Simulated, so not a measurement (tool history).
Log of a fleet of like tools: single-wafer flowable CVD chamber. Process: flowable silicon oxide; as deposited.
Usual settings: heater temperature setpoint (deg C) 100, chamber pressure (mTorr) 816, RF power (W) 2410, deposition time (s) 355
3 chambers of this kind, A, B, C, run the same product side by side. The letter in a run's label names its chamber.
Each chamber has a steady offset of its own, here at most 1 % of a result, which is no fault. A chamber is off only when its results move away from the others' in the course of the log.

run,hour,heater temperature setpoint (deg C),chamber pressure (mTorr),RF power (W),deposition time (s),hours since the last thermocouple change,hours since the last RF generator calibration,hours since the last manometer calibration,"read-back reference wafer on the same gauge, thickness_nm",mean film thickness on the monitor wafer (Å)
1A,13.1,100,816,2410,355,1763.8,1100,631.5,195,2286.7
2C,26,100,816,2410,355,1462.9,1258,657.1,194.93,2283.4
3B,36,100,816,2410,355,583.6,542.9,465.7,195.05,2272.6
4B,48.9,100,816,2410,355,596.5,555.8,478.6,195.06,2268.4
5C,60.7,100,816,2410,355,1497.6,1292.7,691.8,195.08,2287.4
6A,76.5,100,816,2410,355,1827.2,1163.4,694.9,194.99,2301.1
7A,88.9,100,816,2410,355,1839.6,1175.8,707.3,195.04,2293.4
8C,103.1,100,816,2410,355,1540,1335.1,734.2,195.02,2280.1
9B,114.3,100,816,2410,355,661.9,621.2,544,195.01,2281.7
10A,127.3,94,816,2410,422,1878,1214.2,745.7,194.88,3315
11C,143.1,94,816,2410,422,1580,1375.1,774.2,195.14,3310
# hour 150.2: chamber C: RF generator calibrated
12B,158.4,94,816,2410,422,706,665.3,588.1,194.96,3292.3
# hour 161.2: chamber C: thermocouple changed; heater temperature recalibrated
13B,168.4,100,816,2410,355,716,675.3,598.1,194.99,2275.2
14A,184.4,100,877,2410,355,1935.1,1271.3,802.8,195.06,2513.5
15C,200.1,100,877,2410,355,39,49.9,831.2,194.99,2521.5
16A,214,100,877,2410,355,1964.7,1300.9,832.4,194.97,2521.8
17C,224.2,100,894,2675,355,63.1,74,855.3,195.11,2602.5
18B,239.6,100,894,2675,355,787.2,746.5,669.3,194.91,2570.3
19B,249.1,100,894,2675,355,796.7,756,678.8,194.98,2575.3
20A,264.2,100,636,2045,355,2014.9,1351.1,882.6,194.93,1590.8
21C,277.5,100,636,2045,355,116.4,127.3,908.6,195.01,1589.4
22C,287.9,100,636,2045,355,126.8,137.7,919,195.03,1590.9
23A,302.7,100,816,2210,355,2053.4,1389.6,921.1,195.01,2262.9
24B,314.7,100,816,2210,355,862.3,821.6,744.4,195.02,2224.9
25B,325,100,816,2210,355,872.6,831.9,754.7,194.99,2230
26C,337.1,100,816,2410,355,176,186.9,968.2,194.98,2286.1
27A,346,100,816,2410,355,2096.7,1432.9,964.4,194.96,2299.6
28B,362.2,100,816,2410,355,909.8,869.1,791.9,195.02,2252.7
29C,376.3,100,816,2410,355,215.2,226.1,1007.4,194.95,2285.3
30A,384.3,100,816,2410,355,2135,1471.2,1002.7,194.93,2292.9
31C,393,100,816,2410,355,231.9,242.8,1024.1,195.08,2289.4
32A,402.3,100,816,2410,355,2153,1489.2,1020.7,194.95,2299.4
33B,409.7,100,667,2410,355,957.3,916.6,839.4,194.99,1725.8
34C,418,100,667,2410,355,256.9,267.8,1049.1,194.93,1742.6
35A,427.2,100,667,2410,355,2177.9,1514.1,1045.6,194.99,1745.9
36B,439.9,100,816,2410,355,987.5,946.8,869.6,195.07,2243.2

All 3 chambers run these settings next. Forecast each chamber's results:
37A,451.8,100,949,2410,355,,,,,?
37B,451.8,100,949,2410,355,,,,,?
37C,451.8,100,949,2410,355,,,,,?

run,mean film thickness on the monitor wafer (Å)
37A,2765
37B,2699.7
37C,2777.3

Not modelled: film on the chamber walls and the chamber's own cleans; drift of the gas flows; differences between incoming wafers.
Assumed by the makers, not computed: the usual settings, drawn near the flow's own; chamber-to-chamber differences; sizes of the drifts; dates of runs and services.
